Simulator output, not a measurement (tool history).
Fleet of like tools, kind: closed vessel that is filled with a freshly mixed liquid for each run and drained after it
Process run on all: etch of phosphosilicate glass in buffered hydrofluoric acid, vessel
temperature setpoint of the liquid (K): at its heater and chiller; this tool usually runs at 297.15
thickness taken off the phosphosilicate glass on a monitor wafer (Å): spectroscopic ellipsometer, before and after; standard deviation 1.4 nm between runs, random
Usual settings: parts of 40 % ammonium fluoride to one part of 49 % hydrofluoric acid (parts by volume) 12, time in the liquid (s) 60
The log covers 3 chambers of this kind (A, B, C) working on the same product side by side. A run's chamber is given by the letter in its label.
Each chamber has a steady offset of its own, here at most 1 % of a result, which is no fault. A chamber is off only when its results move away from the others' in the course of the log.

run,hour,temperature setpoint of the liquid (K),parts of 40 % ammonium fluoride to one part of 49 % hydrofluoric acid (parts by volume),time in the liquid (s),"read-back film thickness of the phosphosilicate glass reference wafer, read on the same gauge (nm)",thickness taken off the phosphosilicate glass on a monitor wafer (Å)
1C,6.6,297.15,12,60,50.022,2271.9
2B,10.0,297.15,12,60,50.002,2291.4
3A,15.3,297.15,12,60,49.981,2282.9
4C,20.8,297.15,12,60,49.986,2276.6
5B,25.4,297.15,12,60,50.012,2305.4
6A,29.9,297.15,12,60,50.016,2307.7
7A,36.6,297.15,12,60,49.987,2265.9
8B,42.5,293.65,12,60,50.020,1877.1
9C,46.9,293.65,12,60,50.008,1920.5
10A,50.9,293.65,12,60,50.016,1894.4
11C,54.1,297.15,12,60,50.004,2320.2
12B,59.3,297.15,12,60,49.994,2300.8
13A,62.8,297.15,12,60,50.001,2274.5
14C,68.6,297.15,12,60,50.005,2332.5
15B,74.5,297.15,12,60,50.001,2293.4
16A,80.7,297.15,12,60,50.017,2269.9
17C,87.4,297.15,12,60,50.006,2383.2
18B,90.6,297.15,12,60,50.005,2287.0
19A,96.9,297.15,12,60,49.989,2272.7
20C,103.7,297.15,12,60,49.987,2400.3
21B,110.6,297.15,12,60,50.012,2286.7
22A,116.7,297.15,12,60,49.998,2298.5
23B,121.9,293.15,12,40,50.009,1226.9
24C,126.1,293.15,12,40,50.003,1293.2
25B,131.8,293.15,12,40,50.010,1225.3
26A,135.3,297.15,12,60,49.975,2289.6

Predict what each chamber gives when all 3 of them run the settings below next.
27A,140.4,297.15,12,40,,?
27B,140.4,297.15,12,40,,?
27C,140.4,297.15,12,40,,?

run,thickness taken off the phosphosilicate glass on a monitor wafer (Å)
27A,1535.5
27B,1542.1
27C,1624.1

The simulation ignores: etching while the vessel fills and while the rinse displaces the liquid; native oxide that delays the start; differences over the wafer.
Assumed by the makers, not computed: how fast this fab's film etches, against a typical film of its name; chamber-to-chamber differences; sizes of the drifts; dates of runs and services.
